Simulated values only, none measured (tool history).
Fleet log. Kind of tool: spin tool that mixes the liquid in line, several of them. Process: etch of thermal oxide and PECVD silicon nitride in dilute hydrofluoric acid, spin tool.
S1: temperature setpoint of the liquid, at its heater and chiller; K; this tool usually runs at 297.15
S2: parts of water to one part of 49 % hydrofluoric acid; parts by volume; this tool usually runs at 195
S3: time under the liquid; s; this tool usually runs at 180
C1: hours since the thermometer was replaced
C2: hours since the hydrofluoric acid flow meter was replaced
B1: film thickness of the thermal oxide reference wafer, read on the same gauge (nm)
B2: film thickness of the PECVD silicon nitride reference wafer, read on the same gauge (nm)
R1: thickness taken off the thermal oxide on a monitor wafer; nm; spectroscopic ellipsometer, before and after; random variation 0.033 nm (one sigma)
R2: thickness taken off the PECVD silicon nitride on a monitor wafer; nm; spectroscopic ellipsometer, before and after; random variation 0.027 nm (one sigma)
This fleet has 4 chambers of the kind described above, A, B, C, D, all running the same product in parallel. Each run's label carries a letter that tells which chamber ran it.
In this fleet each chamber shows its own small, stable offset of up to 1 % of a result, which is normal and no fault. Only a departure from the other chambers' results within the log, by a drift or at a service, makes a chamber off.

{"hour": 5.8, "done": "chamber D: thermometer replaced"}
{"run": "1B", "hour": 7.6, "S1": 297.15, "S2": 195, "S3": 180, "C1": 101.7, "C2": 1078.2, "B1": 110.01, "B2": 110.01, "R1": 4.0579, "R2": 3.0099}
{"run": "2C", "hour": 14.1, "S1": 297.15, "S2": 195, "S3": 180, "C1": 490.2, "C2": 356.0, "B1": 110.0, "B2": 110.01, "R1": 4.0472, "R2": 3.0446}
{"run": "3D", "hour": 18.0, "S1": 297.15, "S2": 195, "S3": 180, "C1": 12.3, "C2": 329.2, "B1": 109.99, "B2": 110.02, "R1": 4.0654, "R2": 3.0665}
{"run": "4A", "hour": 23.0, "S1": 297.15, "S2": 195, "S3": 180, "C1": 560.7, "C2": 536.1, "B1": 110.03, "B2": 110.0, "R1": 4.0591, "R2": 3.0543}
{"run": "5B", "hour": 29.3, "S1": 297.15, "S2": 195, "S3": 90, "C1": 123.4, "C2": 1099.9, "B1": 109.99, "B2": 110.0, "R1": 2.0172, "R2": 1.532}
{"run": "6C", "hour": 36.4, "S1": 297.15, "S2": 195, "S3": 90, "C1": 512.5, "C2": 378.3, "B1": 109.98, "B2": 109.99, "R1": 2.0517, "R2": 1.5129}
{"run": "7D", "hour": 40.1, "S1": 297.15, "S2": 195, "S3": 90, "C1": 34.4, "C2": 351.3, "B1": 109.98, "B2": 109.99, "R1": 2.0336, "R2": 1.5195}
{"run": "8A", "hour": 47.2, "S1": 297.15, "S2": 195, "S3": 90, "C1": 584.9, "C2": 560.3, "B1": 109.94, "B2": 109.99, "R1": 2.0375, "R2": 1.5255}
{"run": "9C", "hour": 53.8, "S1": 297.15, "S2": 115, "S3": 255, "C1": 529.9, "C2": 395.7, "B1": 109.98, "B2": 110.02, "R1": 10.835, "R2": 7.2307}
{"run": "10D", "hour": 58.5, "S1": 297.15, "S2": 115, "S3": 255, "C1": 52.8, "C2": 369.7, "B1": 110.0, "B2": 110.0, "R1": 10.555, "R2": 7.1871}
{"run": "11B", "hour": 65.4, "S1": 297.15, "S2": 115, "S3": 255, "C1": 159.5, "C2": 1136.0, "B1": 109.99, "B2": 109.98, "R1": 10.641, "R2": 7.236}
{"run": "12A", "hour": 70.6, "S1": 297.15, "S2": 115, "S3": 255, "C1": 608.3, "C2": 583.7, "B1": 110.04, "B2": 109.99, "R1": 10.713, "R2": 7.1769}
{"run": "13B", "hour": 78.4, "S1": 297.15, "S2": 195, "S3": 180, "C1": 172.5, "C2": 1149.0, "B1": 109.97, "B2": 110.0, "R1": 4.0856, "R2": 3.0703}
{"run": "14A", "hour": 82.4, "S1": 297.15, "S2": 270, "S3": 125, "C1": 620.1, "C2": 595.5, "B1": 110.03, "B2": 109.98, "R1": 1.8807, "R2": 1.5276}
{"run": "15D", "hour": 89.1, "S1": 297.15, "S2": 270, "S3": 125, "C1": 83.4, "C2": 400.3, "B1": 110.04, "B2": 110.0, "R1": 1.9202, "R2": 1.5376}
{"run": "16C", "hour": 96.1, "S1": 297.15, "S2": 270, "S3": 125, "C1": 572.2, "C2": 438.0, "B1": 109.99, "B2": 110.03, "R1": 1.9522, "R2": 1.6066}
{"run": "17C", "hour": 102.7, "S1": 297.15, "S2": 270, "S3": 125, "C1": 578.8, "C2": 444.6, "B1": 110.01, "B2": 109.99, "R1": 1.9607, "R2": 1.5851}
{"run": "18B", "hour": 110.0, "S1": 297.15, "S2": 285, "S3": 180, "C1": 204.1, "C2": 1180.6, "B1": 110.03, "B2": 109.99, "R1": 2.5424, "R2": 2.0825}
{"run": "19A", "hour": 115.2, "S1": 297.15, "S2": 285, "S3": 180, "C1": 652.9, "C2": 628.3, "B1": 109.98, "B2": 110.02, "R1": 2.5516, "R2": 2.0748}
{"run": "20D", "hour": 120.9, "S1": 297.15, "S2": 285, "S3": 180, "C1": 115.2, "C2": 432.1, "B1": 110.0, "B2": 110.02, "R1": 2.5467, "R2": 2.1166}
{"run": "21D", "hour": 125.0, "S1": 297.15, "S2": 285, "S3": 180, "C1": 119.3, "C2": 436.2, "B1": 110.05, "B2": 109.99, "R1": 2.5713, "R2": 2.1026}
{"run": "22C", "hour": 131.7, "S1": 297.15, "S2": 195, "S3": 180, "C1": 607.8, "C2": 473.6, "B1": 109.98, "B2": 110.01, "R1": 4.2336, "R2": 3.1342}
{"run": "23A", "hour": 137.0, "S1": 297.15, "S2": 195, "S3": 180, "C1": 674.7, "C2": 650.1, "B1": 110.0, "B2": 109.98, "R1": 4.0288, "R2": 3.0567}
{"run": "24B", "hour": 143.3, "S1": 297.15, "S2": 195, "S3": 180, "C1": 237.4, "C2": 1213.9, "B1": 109.97, "B2": 110.02, "R1": 4.0329, "R2": 3.0228}
{"run": "25A", "hour": 148.8, "S1": 297.15, "S2": 195, "S3": 180, "C1": 686.5, "C2": 661.9, "B1": 110.04, "B2": 110.0, "R1": 4.106, "R2": 3.0273}
{"run": "26D", "hour": 154.2, "S1": 297.15, "S2": 195, "S3": 180, "C1": 148.5, "C2": 465.4, "B1": 109.98, "B2": 110.03, "R1": 4.1, "R2": 3.0334}
{"run": "27C", "hour": 159.9, "S1": 297.15, "S2": 195, "S3": 180, "C1": 636.0, "C2": 501.8, "B1": 109.99, "B2": 109.99, "R1": 4.2773, "R2": 3.1459}
{"run": "28B", "hour": 163.5, "S1": 297.15, "S2": 195, "S3": 180, "C1": 257.6, "C2": 1234.1, "B1": 110.01, "B2": 110.02, "R1": 4.0768, "R2": 3.0199}
{"run": "29D", "hour": 168.9, "S1": 292.65, "S2": 195, "S3": 220, "C1": 163.2, "C2": 480.1, "B1": 110.01, "B2": 110.01, "R1": 4.2251, "R2": 2.7897}
{"run": "30C", "hour": 173.4, "S1": 292.65, "S2": 195, "S3": 220, "C1": 649.5, "C2": 515.3, "B1": 110.01, "B2": 110.01, "R1": 4.4641, "R2": 2.8756}
{"run": "31B", "hour": 181.3, "S1": 292.65, "S2": 195, "S3": 220, "C1": 275.4, "C2": 1251.9, "B1": 110.04, "B2": 109.99, "R1": 4.1378, "R2": 2.7787}
{"run": "32A", "hour": 185.5, "S1": 292.65, "S2": 195, "S3": 220, "C1": 723.2, "C2": 698.6, "B1": 110.04, "B2": 110.01, "R1": 4.1373, "R2": 2.7802}
{"run": "33A", "hour": 190.6, "S1": 297.15, "S2": 195, "S3": 180, "C1": 728.3, "C2": 703.7, "B1": 110.02, "B2": 110.0, "R1": 4.0486, "R2": 3.0861}
{"run": "34C", "hour": 194.5, "S1": 297.15, "S2": 195, "S3": 125, "C1": 670.6, "C2": 536.4, "B1": 109.97, "B2": 109.99, "R1": 3.034, "R2": 2.2291}

Which is it: a chamber that has drifted or been left off by a service, a gauge drift common to all chambers, or only each chamber's usual small offset? If a chamber is off, name it and its likeliest cause.

One chamber, C, drifts off from the rest bit by bit.
Likeliest cause: hydrofluoric acid flow above the setpoint (%) = 6.29.

Here are 4 candidates for chamber C's next run, each the usual settings with a change, their results left as question marks. Which one brings its results back in line with what the others give on the usual settings?
To be in line, a result may differ from the other chambers' mean on the usual settings by at most: R1 0.1200 nm; R2 0.0940 nm
{"run": "35C-1", "hour": 200.3, "S1": 297.15, "S2": 185, "S3": 190, "R1": "?", "R2": "?"}
{"run": "35C-2", "hour": 200.3, "S1": 297.15, "S2": 190, "S3": 185, "R1": "?", "R2": "?"}
{"run": "35C-3", "hour": 200.3, "S1": 297.15, "S2": 205, "S3": 170, "R1": "?", "R2": "?"}
{"run": "35C-4", "hour": 200.3, "S1": 297.15, "S2": 200, "S3": 175, "R1": "?", "R2": "?"}

On the usual settings, the other chambers give on average: R1 4.0643 nm; R2 3.0371 nm
run=35C-1 R1=4.9124 R2=3.5772
run=35C-2 R1=4.6355 R2=3.3938
run=35C-3 R1=3.8927 R2=2.8958
run=35C-4 R1=4.1266 R2=3.0536
Change 35C-4 lands the chamber within the allowed miss of the other chambers.
